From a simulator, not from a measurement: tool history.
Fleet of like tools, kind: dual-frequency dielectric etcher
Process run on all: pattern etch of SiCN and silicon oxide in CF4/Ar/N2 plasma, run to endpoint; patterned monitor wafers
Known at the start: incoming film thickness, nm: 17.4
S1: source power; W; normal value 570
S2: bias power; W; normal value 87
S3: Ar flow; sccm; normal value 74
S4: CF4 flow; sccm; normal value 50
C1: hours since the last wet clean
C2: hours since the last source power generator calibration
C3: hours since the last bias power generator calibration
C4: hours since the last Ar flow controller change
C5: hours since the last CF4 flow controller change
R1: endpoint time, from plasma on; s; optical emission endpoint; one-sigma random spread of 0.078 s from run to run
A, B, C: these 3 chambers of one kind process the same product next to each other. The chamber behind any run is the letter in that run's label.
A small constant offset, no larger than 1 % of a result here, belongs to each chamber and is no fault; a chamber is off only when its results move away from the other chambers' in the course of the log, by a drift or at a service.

Run 1C, hour 2.6: usual settings; C1 37.1; C2 758.5; C3 161.4; C4 3530.4; C5 1485.8. Result: R1 15.556 s.
Run 2B, hour 6.0: usual settings; C1 245.1; C2 34.3; C3 3026.3; C4 1927.7; C5 1575.9. Result: R1 15.548 s.
Run 3A, hour 10.8: usual settings; C1 168.6; C2 3167.2; C3 1724.4; C4 3488.3; C5 794.7. Result: R1 15.353 s.
Run 4C, hour 13.6: usual settings; C1 48.1; C2 769.5; C3 172.4; C4 3541.4; C5 1496.8. Result: R1 15.543 s.
Run 5A, hour 16.0: usual settings; C1 173.8; C2 3172.4; C3 1729.6; C4 3493.5; C5 799.9. Result: R1 15.405 s.
Run 6B, hour 19.3: usual settings; C1 258.4; C2 47.6; C3 3039.6; C4 1941.0; C5 1589.2. Result: R1 15.318 s.
Run 7C, hour 22.8: usual settings but S1 690 W, S2 80 W; C1 57.3; C2 778.7; C3 181.6; C4 3550.6; C5 1506.0. Result: R1 13.510 s.
Run 8A, hour 26.8: usual settings but S1 690 W, S2 80 W; C1 184.6; C2 3183.2; C3 1740.4; C4 3504.3; C5 810.7. Result: R1 13.343 s.
Run 9B, hour 29.1: usual settings but S1 690 W, S2 80 W; C1 268.2; C2 57.4; C3 3049.4; C4 1950.8; C5 1599.0. Result: R1 13.412 s.
Run 10A, hour 33.5: usual settings; C1 191.3; C2 3189.9; C3 1747.1; C4 3511.0; C5 817.4. Result: R1 15.281 s.
Run 11C, hour 38.3: usual settings; C1 72.8; C2 794.2; C3 197.1; C4 3566.1; C5 1521.5. Result: R1 15.531 s.
Run 12B, hour 42.8: usual settings; C1 281.9; C2 71.1; C3 3063.1; C4 1964.5; C5 1612.7. Result: R1 15.460 s.
Run 13A, hour 46.3: usual settings; C1 204.1; C2 3202.7; C3 1759.9; C4 3523.8; C5 830.2. Result: R1 15.335 s.
Run 14B, hour 50.8: usual settings; C1 289.9; C2 79.1; C3 3071.1; C4 1972.5; C5 1620.7. Result: R1 15.321 s.
Run 15C, hour 53.7: usual settings; C1 88.2; C2 809.6; C3 212.5; C4 3581.5; C5 1536.9. Result: R1 15.437 s.
Run 16B, hour 57.1: usual settings; C1 296.2; C2 85.4; C3 3077.4; C4 1978.8; C5 1627.0. Result: R1 15.404 s.
Run 17A, hour 59.5: usual settings but S3 59 sccm; C1 217.3; C2 3215.9; C3 1773.1; C4 3537.0; C5 843.4. Result: R1 14.776 s.
Run 18C, hour 63.5: usual settings but S3 59 sccm; C1 98.0; C2 819.4; C3 222.3; C4 3591.3; C5 1546.7. Result: R1 14.867 s.
Run 19A, hour 67.1: usual settings but S3 59 sccm; C1 224.9; C2 3223.5; C3 1780.7; C4 3544.6; C5 851.0. Result: R1 14.762 s.
Run 20B, hour 71.6: usual settings; C1 310.7; C2 99.9; C3 3091.9; C4 1993.3; C5 1641.5. Result: R1 15.501 s.
Run 21C, hour 75.9: usual settings; C1 110.4; C2 831.8; C3 234.7; C4 3603.7; C5 1559.1. Result: R1 15.509 s.
At hour 78.4: chamber B: Ar flow controller replaced.
Run 22A, hour 78.7: usual settings; C1 236.5; C2 3235.1; C3 1792.3; C4 3556.2; C5 862.6. Result: R1 15.255 s.
Run 23C, hour 83.4: usual settings; C1 117.9; C2 839.3; C3 242.2; C4 3611.2; C5 1566.6. Result: R1 15.437 s.
Run 24B, hour 86.0: usual settings; C1 325.1; C2 114.3; C3 3106.3; C4 7.6; C5 1655.9. Result: R1 15.489 s.
Run 25C, hour 89.7: usual settings; C1 124.2; C2 845.6; C3 248.5; C4 3617.5; C5 1572.9. Result: R1 15.331 s.
Run 26B, hour 92.1: usual settings; C1 331.2; C2 120.4; C3 3112.4; C4 13.7; C5 1662.0. Result: R1 15.473 s.
Run 27A, hour 94.8: usual settings; C1 252.6; C2 3251.2; C3 1808.4; C4 3572.3; C5 878.7. Result: R1 14.968 s.
Run 28A, hour 98.7: usual settings; C1 256.5; C2 3255.1; C3 1812.3; C4 3576.2; C5 882.6. Result: R1 15.064 s.
Run 29B, hour 102.4: usual settings; C1 341.5; C2 130.7; C3 3122.7; C4 24.0; C5 1672.3. Result: R1 15.337 s.
Run 30C, hour 106.4: usual settings; C1 140.9; C2 862.3; C3 265.2; C4 3634.2; C5 1589.6. Result: R1 15.415 s.
Run 31A, hour 110.9: usual settings; C1 268.7; C2 3267.3; C3 1824.5; C4 3588.4; C5 894.8. Result: R1 15.007 s.
Run 32C, hour 113.0: usual settings; C1 147.5; C2 868.9; C3 271.8; C4 3640.8; C5 1596.2. Result: R1 15.357 s.
Run 33B, hour 117.4: usual settings; C1 356.5; C2 145.7; C3 3137.7; C4 39.0; C5 1687.3. Result: R1 15.329 s.
Run 34B, hour 122.1: usual settings; C1 361.2; C2 150.4; C3 3142.4; C4 43.7; C5 1692.0. Result: R1 15.285 s.
Run 35C, hour 125.1: usual settings but S3 86 sccm; C1 159.6; C2 881.0; C3 283.9; C4 3652.9; C5 1608.3. Result: R1 15.872 s.
Run 36A, hour 129.7: usual settings but S3 86 sccm; C1 287.5; C2 3286.1; C3 1843.3; C4 3607.2; C5 913.6. Result: R1 15.146 s.
Run 37B, hour 132.1: usual settings but S3 86 sccm; C1 371.2; C2 160.4; C3 3152.4; C4 53.7; C5 1702.0. Result: R1 15.653 s.
Run 38A, hour 136.3: usual settings; C1 294.1; C2 3292.7; C3 1849.9; C4 3613.8; C5 920.2. Result: R1 14.649 s.
Run 39C, hour 140.5: usual settings; C1 175.0; C2 896.4; C3 299.3; C4 3668.3; C5 1623.7. Result: R1 15.560 s.
Run 40A, hour 144.5: usual settings; C1 302.3; C2 3300.9; C3 1858.1; C4 3622.0; C5 928.4. Result: R1 14.625 s.
Run 41B, hour 146.9: usual settings; C1 386.0; C2 175.2; C3 3167.2; C4 68.5; C5 1716.8. Result: R1 15.417 s.
Run 42C, hour 151.3: usual settings but S1 450 W, S4 55 sccm; C1 185.8; C2 907.2; C3 310.1; C4 3679.1; C5 1634.5. Result: R1 18.778 s.

For the next run the whole fleet of 3 chambers uses the same settings. Give each chamber's results:
Run 43A, hour 154.8: usual settings. Result: R1 ?.
Run 43B, hour 154.8: usual settings. Result: R1 ?.
Run 43C, hour 154.8: usual settings. Result: R1 ?.

run      R1
43A  14.748
43B  15.395
43C  15.527

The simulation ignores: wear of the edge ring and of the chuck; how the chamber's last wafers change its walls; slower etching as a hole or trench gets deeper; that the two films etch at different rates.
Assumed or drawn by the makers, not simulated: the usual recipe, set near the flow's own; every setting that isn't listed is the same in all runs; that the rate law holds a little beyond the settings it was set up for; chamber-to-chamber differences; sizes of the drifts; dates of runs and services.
